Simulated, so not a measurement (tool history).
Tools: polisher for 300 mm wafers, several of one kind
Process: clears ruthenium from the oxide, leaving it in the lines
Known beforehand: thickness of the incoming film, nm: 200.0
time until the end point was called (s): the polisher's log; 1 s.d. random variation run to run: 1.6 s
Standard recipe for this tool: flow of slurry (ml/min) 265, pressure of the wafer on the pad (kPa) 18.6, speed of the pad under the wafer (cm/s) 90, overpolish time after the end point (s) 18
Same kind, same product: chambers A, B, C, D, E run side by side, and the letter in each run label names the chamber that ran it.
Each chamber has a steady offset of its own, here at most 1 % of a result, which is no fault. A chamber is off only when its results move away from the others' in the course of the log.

run	hour	flow of slurry (ml/min)	pressure of the wafer on the pad (kPa)	speed of the pad under the wafer (cm/s)	overpolish time after the end point (s)	wafers polished on this pad	hours since the slurry nozzle was cleaned	hours since the head pressure was calibrated	time until the end point was called (s)
1E	4.5	265	18.6	90	18	35	180.4	68.4	146.01
2B	8.2	265	18.6	90	18	184	393.7	114.7	151.33
3A	11.7	265	18.6	90	18	1044	262.5	542.3	147.87
4D	16.0	265	18.6	90	18	225	67.8	283.4	146.12
5C	20.3	265	18.6	90	18	133	117.5	485.7	146.13
6B	22.4	265	24.1	90	18	270	407.9	128.9	112.40
# hour 24.8: chamber B: slurry nozzle cleaned
7D	26.8	265	24.1	90	18	289	78.6	294.2	112.77
8E	29.0	265	24.1	90	18	182	204.9	92.9	111.97
9A	32.1	265	24.1	90	18	1166	282.9	562.7	115.84
10C	34.8	265	24.1	90	18	220	132.0	500.2	112.15
# hour 36.8: chamber A: worn pad replaced by a new one
11A	37.0	265	18.6	90	18	1	287.8	567.6	149.51
12B	41.2	265	18.6	90	18	382	16.4	147.7	146.01
13E	43.9	265	18.6	90	18	271	219.8	107.8	146.08
14D	47.1	265	18.6	90	18	411	98.9	314.5	147.91
15C	50.0	265	18.6	90	18	311	147.2	515.4	145.26
16E	52.9	265	18.6	90	18	325	228.8	116.8	148.04
17D	55.6	265	15.2	90	18	462	107.4	323.0	182.50
18A	59.4	265	15.2	90	18	135	310.2	590.0	177.62
19B	63.2	265	15.2	90	18	514	38.4	169.7	184.76
20C	65.5	265	15.2	90	18	404	162.7	530.9	180.20
21C	69.9	265	15.2	90	18	430	167.1	535.3	177.42
22E	74.2	265	18.6	90	18	453	250.1	138.1	146.37
23A	78.2	310	18.6	90	10	248	329.0	608.8	144.86
24B	80.7	310	18.6	90	10	619	55.9	187.2	143.81
25D	85.0	310	18.6	90	10	638	136.8	352.4	146.06
# hour 85.3: chamber C: worn pad replaced by a new one
26A	88.1	310	18.6	90	10	307	338.9	618.7	146.66
27E	90.1	310	18.6	90	10	548	266.0	154.0	145.57
28B	94.4	265	18.6	90	18	701	69.6	200.9	143.00
29D	97.9	265	24.1	60	18	715	149.7	365.3	173.53
30C	100.7	265	24.1	60	18	92	197.9	566.1	169.19
31B	103.4	265	24.1	60	18	755	78.6	209.9	167.28
# hour 103.5: chamber D: head pressure recalibrated
32C	105.9	265	24.1	60	18	123	203.1	571.3	167.79
33A	108.0	265	24.1	60	18	427	358.8	638.6	169.29
34D	110.4	265	18.6	114	18	790	162.2	6.9	117.64

Next, all 5 chambers run the settings below, one line each with question marks for the results. What does each chamber give?
35A	113.8	265	18.6	90	18				?
35B	113.8	265	18.6	90	18				?
35C	113.8	265	18.6	90	18				?
35D	113.8	265	18.6	90	18				?
35E	113.8	265	18.6	90	18				?

run	time until the end point was called (s)
35A	146.99
35B	147.85
35C	144.90
35D	150.38
35E	146.79
